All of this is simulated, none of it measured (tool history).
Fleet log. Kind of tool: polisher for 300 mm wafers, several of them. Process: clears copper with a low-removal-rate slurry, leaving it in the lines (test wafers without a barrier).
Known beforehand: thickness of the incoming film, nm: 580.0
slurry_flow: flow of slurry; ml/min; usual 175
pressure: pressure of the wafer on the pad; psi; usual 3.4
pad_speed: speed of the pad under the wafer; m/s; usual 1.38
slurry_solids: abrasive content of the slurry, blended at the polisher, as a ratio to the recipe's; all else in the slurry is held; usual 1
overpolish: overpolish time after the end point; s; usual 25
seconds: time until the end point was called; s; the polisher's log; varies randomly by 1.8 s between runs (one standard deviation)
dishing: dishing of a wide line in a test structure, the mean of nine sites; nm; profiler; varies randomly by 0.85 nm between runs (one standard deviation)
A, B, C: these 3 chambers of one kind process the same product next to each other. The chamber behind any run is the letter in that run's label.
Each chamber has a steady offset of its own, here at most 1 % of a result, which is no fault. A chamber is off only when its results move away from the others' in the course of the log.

run	hour	slurry_flow	pressure	pad_speed	slurry_solids	overpolish	wafers polished on this pad	hours since the slurry nozzle was cleaned	hours since the head pressure was calibrated	hours since the slurry blender was calibrated	seconds	dishing
1B	8.0	175	3.4	1.38	1	25	924	180.2	24.7	227.0	134.51	66.397
2C	21.1	175	3.4	1.38	1	25	588	717.3	343.3	253.1	133.77	67.944
# hour 31.7: chamber A: worn pad replaced by a new one
3A	32.8	175	3.4	1.38	1	25	8	196.7	1188.1	133.4	130.74	67.346
4B	39.8	175	3.4	1.38	1	25	1152	212.0	56.5	258.8	135.63	66.232
5C	51.8	175	3.4	1.38	1	25	808	748.0	374.0	283.8	134.94	64.197
6A	61.3	175	3.4	1.38	1	25	212	225.2	1216.6	161.9	131.60	67.189
# hour 62.6: chamber A: slurry nozzle cleaned
# hour 68.7: chamber B: slurry nozzle cleaned
7A	72.1	175	3.4	1.38	1	25	289	9.6	1227.4	172.7	129.88	66.660
8C	85.9	175	3.4	1.38	1	25	1052	782.1	408.1	317.9	137.88	66.272
9B	93.4	175	3.4	1.38	1	25	1536	24.7	110.1	312.4	137.84	62.837
# hour 103.2: chamber C: slurry blender recalibrated
10B	103.4	175	3.4	1.38	1	25	1608	34.7	120.1	322.4	140.56	63.905
# hour 108.5: chamber C: worn pad replaced by a new one
11A	109.7	175	3.4	1.38	1	25	559	47.2	1265.0	210.3	133.96	66.540
12C	116.8	175	3.4	1.38	1	25	59	813.0	439.0	13.6	133.23	66.972
# hour 123.3: chamber B: slurry blender recalibrated
13A	127.5	175	3.4	1.38	1	25	687	65.0	1282.8	228.1	127.70	67.451
14C	141.3	175	3.4	1.38	1	25	235	837.5	463.5	38.1	135.74	66.139
15B	153.4	175	3.4	1.38	1	25	1966	84.7	170.1	30.1	145.20	62.562
16C	163.6	175	3.4	1.38	1	25	395	859.8	485.8	60.4	132.00	67.614
17B	174.7	175	2.6	1.38	1	25	2119	106.0	191.4	51.4	189.19	50.282
18A	186.7	175	2.6	1.38	1	25	1111	124.2	1342.0	287.3	171.91	54.631
# hour 188.5: chamber A: slurry blender recalibrated
19A	193.1	175	2.6	1.38	1	25	1157	130.6	1348.4	4.7	177.08	53.162
20C	203.3	175	2.8	1.38	1	32	679	899.5	525.5	100.1	163.60	67.664
21B	209.5	175	2.8	1.38	1	32	2368	140.8	226.2	86.2	181.43	62.428
22B	223.2	175	2.8	1.38	1	32	2466	154.5	239.9	99.9	184.11	62.515

Which is it: a chamber that has drifted or been left off by a service, a gauge drift common to all chambers, or only each chamber's usual small offset? If a chamber is off, name it and its likeliest cause.

Little by little, chamber B moves away from the other chambers.
What lies behind it: removal rate lost through wear of the pad, % = 11.6.
It could be hard to tell apart here from: head's pressure below its setpoint, %.

Chamber B could run next with any of the 4 candidate recipes listed below; each alters the usual settings, and their results appear as question marks. Which one brings its results back in line with what the other chambers deliver on the usual settings?
Counts as in line when no further than this from what the other chambers average on the usual settings: seconds 6.20 s; dishing 3.000 nm
23B-1	233.2	175	3.6	1.48	1	25					?	?
23B-2	233.2	170	2.9	1.20	1	26					?	?
23B-3	233.2	175	3.2	1.30	1	25					?	?
23B-4	233.2	180	3.9	1.58	1	25					?	?

Other chambers, usual settings, mean: seconds 133.28 s; dishing 66.489 nm
run	seconds	dishing
23B-1	132.95	66.094
23B-2	203.85	47.998
23B-3	170.02	54.168
23B-4	114.59	74.227
With 23B-1, the chamber falls back in line with the rest.
